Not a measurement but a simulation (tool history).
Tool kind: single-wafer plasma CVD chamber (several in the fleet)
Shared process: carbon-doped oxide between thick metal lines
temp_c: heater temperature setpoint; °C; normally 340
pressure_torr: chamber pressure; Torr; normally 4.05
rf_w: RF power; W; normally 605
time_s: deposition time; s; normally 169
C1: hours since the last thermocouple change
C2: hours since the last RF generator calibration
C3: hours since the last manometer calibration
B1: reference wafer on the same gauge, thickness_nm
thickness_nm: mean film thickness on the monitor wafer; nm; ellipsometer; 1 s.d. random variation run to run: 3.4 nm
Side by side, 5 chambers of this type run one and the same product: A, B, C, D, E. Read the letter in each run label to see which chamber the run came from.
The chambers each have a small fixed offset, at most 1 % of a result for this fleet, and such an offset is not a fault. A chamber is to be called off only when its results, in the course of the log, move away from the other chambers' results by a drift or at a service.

Run 1A, hour 7.3: usual settings; C1 134.6; C2 209.1; C3 641.1; B1 918.43. Result: thickness_nm 941.69 nm.
Run 2B, hour 12.4: usual settings; C1 42.7; C2 1397.1; C3 532.4; B1 918.18. Result: thickness_nm 948.86 nm.
Run 3C, hour 19.7: usual settings; C1 622.6; C2 820.3; C3 2286.5; B1 917.6. Result: thickness_nm 954.14 nm.
Run 4D, hour 25.6: usual settings; C1 854.6; C2 527.2; C3 294; B1 918.36. Result: thickness_nm 945.6 nm.
Run 5E, hour 32: usual settings; C1 235.3; C2 772.2; C3 193.3; B1 917.7. Result: thickness_nm 944.27 nm.
Run 6A, hour 36.9: usual settings; C1 164.2; C2 238.7; C3 670.7; B1 917.38. Result: thickness_nm 946.71 nm.
Run 7E, hour 42.2: usual settings; C1 245.5; C2 782.4; C3 203.5; B1 918.65. Result: thickness_nm 939.06 nm.
Run 8D, hour 48.9: usual settings; C1 877.9; C2 550.5; C3 317.3; B1 918.02. Result: thickness_nm 951.28 nm.
Run 9B, hour 52.7: usual settings; C1 83; C2 1437.4; C3 572.7; B1 917.25. Result: thickness_nm 942.9 nm.
Run 10C, hour 57.3: usual settings; C1 660.2; C2 857.9; C3 2324.1; B1 917.99. Result: thickness_nm 956.38 nm.
Run 11B, hour 63.7: usual settings; C1 94; C2 1448.4; C3 583.7; B1 917.34. Result: thickness_nm 949.82 nm.
Run 12A, hour 70.5: usual settings; C1 197.8; C2 272.3; C3 704.3; B1 918.19. Result: thickness_nm 946.36 nm.
Run 13C, hour 76.5: usual settings; C1 679.4; C2 877.1; C3 2343.3; B1 917.64. Result: thickness_nm 953.88 nm.
Run 14E, hour 80.1: usual settings but time_s 148 s; C1 283.4; C2 820.3; C3 241.4; B1 918.23. Result: thickness_nm 821.23 nm.
Run 15D, hour 83.9: usual settings but time_s 148 s; C1 912.9; C2 585.5; C3 352.3; B1 918.37. Result: thickness_nm 833.7 nm.
Run 16D, hour 88.9: usual settings but time_s 148 s; C1 917.9; C2 590.5; C3 357.3; B1 917.84. Result: thickness_nm 833.95 nm.
At hour 94.3: chamber D: thermocouple changed; heater temperature recalibrated.
Run 17A, hour 95.8: usual settings but time_s 148 s; C1 223.1; C2 297.6; C3 729.6; B1 917.72. Result: thickness_nm 830.07 nm.
Run 18B, hour 100: usual settings but time_s 148 s; C1 130.3; C2 1484.7; C3 620; B1 917.25. Result: thickness_nm 831.37 nm.
Run 19C, hour 105.4: usual settings; C1 708.3; C2 906; C3 2372.2; B1 918.36. Result: thickness_nm 951.71 nm.
Run 20E, hour 110.6: usual settings; C1 313.9; C2 850.8; C3 271.9; B1 917.71. Result: thickness_nm 929.44 nm.
Run 21B, hour 114.8: usual settings; C1 145.1; C2 1499.5; C3 634.8; B1 918. Result: thickness_nm 947.56 nm.
Run 22A, hour 122: usual settings; C1 249.3; C2 323.8; C3 755.8; B1 917.78. Result: thickness_nm 939.46 nm.
Run 23D, hour 128.3: usual settings; C1 34.1; C2 629.9; C3 396.7; B1 917.58. Result: thickness_nm 946.3 nm.
Run 24C, hour 131.9: usual settings; C1 734.8; C2 932.5; C3 2398.7; B1 919.38. Result: thickness_nm 957.09 nm.
Run 25E, hour 135.4: usual settings; C1 338.7; C2 875.6; C3 296.7; B1 917.85. Result: thickness_nm 927.03 nm.
Run 26E, hour 139.2: usual settings; C1 342.5; C2 879.4; C3 300.5; B1 917.9. Result: thickness_nm 929.59 nm.
Run 27D, hour 145.4: usual settings; C1 51.2; C2 647; C3 413.8; B1 918.31. Result: thickness_nm 947.93 nm.
Run 28C, hour 151: usual settings; C1 753.9; C2 951.6; C3 2417.8; B1 918.36. Result: thickness_nm 955.15 nm.
Run 29A, hour 156.9: usual settings; C1 284.2; C2 358.7; C3 790.7; B1 918.46. Result: thickness_nm 944.1 nm.
Run 30B, hour 160.4: usual settings; C1 190.7; C2 1545.1; C3 680.4; B1 917.34. Result: thickness_nm 941.87 nm.
Run 31E, hour 167: usual settings; C1 370.3; C2 907.2; C3 328.3; B1 917.25. Result: thickness_nm 922.72 nm.
Run 32B, hour 170.5: usual settings; C1 200.8; C2 1555.2; C3 690.5; B1 918.45. Result: thickness_nm 941.71 nm.
Run 33A, hour 174.2: usual settings; C1 301.5; C2 376; C3 808; B1 918.08. Result: thickness_nm 938.36 nm.
Run 34D, hour 181.8: usual settings but pressure_torr 4.61 Torr; C1 87.6; C2 683.4; C3 450.2; B1 918.4. Result: thickness_nm 968.91 nm.
Run 35C, hour 185.9: usual settings but pressure_torr 4.61 Torr; C1 788.8; C2 986.5; C3 2452.7; B1 917.55. Result: thickness_nm 970.23 nm.
Run 36B, hour 192.7: usual settings but pressure_torr 4.61 Torr; C1 223; C2 1577.4; C3 712.7; B1 917.59. Result: thickness_nm 971.75 nm.
Run 37A, hour 198: usual settings but pressure_torr 4.61 Torr; C1 325.3; C2 399.8; C3 831.8; B1 917.65. Result: thickness_nm 966.76 nm.
Run 38E, hour 204.2: usual settings but pressure_torr 4.61 Torr; C1 407.5; C2 944.4; C3 365.5; B1 917.66. Result: thickness_nm 933.79 nm.
Run 39D, hour 209.4: usual settings; C1 115.2; C2 711; C3 477.8; B1 918.52. Result: thickness_nm 949.99 nm.
Run 40C, hour 216.7: usual settings but pressure_torr 5.02 Torr; C1 819.6; C2 1017.3; C3 2483.5; B1 918.41. Result: thickness_nm 987.34 nm.
Run 41D, hour 220.7: usual settings but pressure_torr 5.02 Torr; C1 126.5; C2 722.3; C3 489.1; B1 918.31. Result: thickness_nm 984.78 nm.
Run 42C, hour 228.3: usual settings but pressure_torr 5.02 Torr; C1 831.2; C2 1028.9; C3 2495.1; B1 917.82. Result: thickness_nm 985.98 nm.

All 5 chambers run these settings next. Forecast each chamber's results:
Run 43A, hour 233.7: usual settings but pressure_torr 4.82 Torr. Result: thickness_nm ?.
Run 43B, hour 233.7: usual settings but pressure_torr 4.82 Torr. Result: thickness_nm ?.
Run 43C, hour 233.7: usual settings but pressure_torr 4.82 Torr. Result: thickness_nm ?.
Run 43D, hour 233.7: usual settings but pressure_torr 4.82 Torr. Result: thickness_nm ?.
Run 43E, hour 233.7: usual settings but pressure_torr 4.82 Torr. Result: thickness_nm ?.

run  thickness_nm
43A        968.19
43B        973.15
43C        980.55
43D        975.65
43E        931.19

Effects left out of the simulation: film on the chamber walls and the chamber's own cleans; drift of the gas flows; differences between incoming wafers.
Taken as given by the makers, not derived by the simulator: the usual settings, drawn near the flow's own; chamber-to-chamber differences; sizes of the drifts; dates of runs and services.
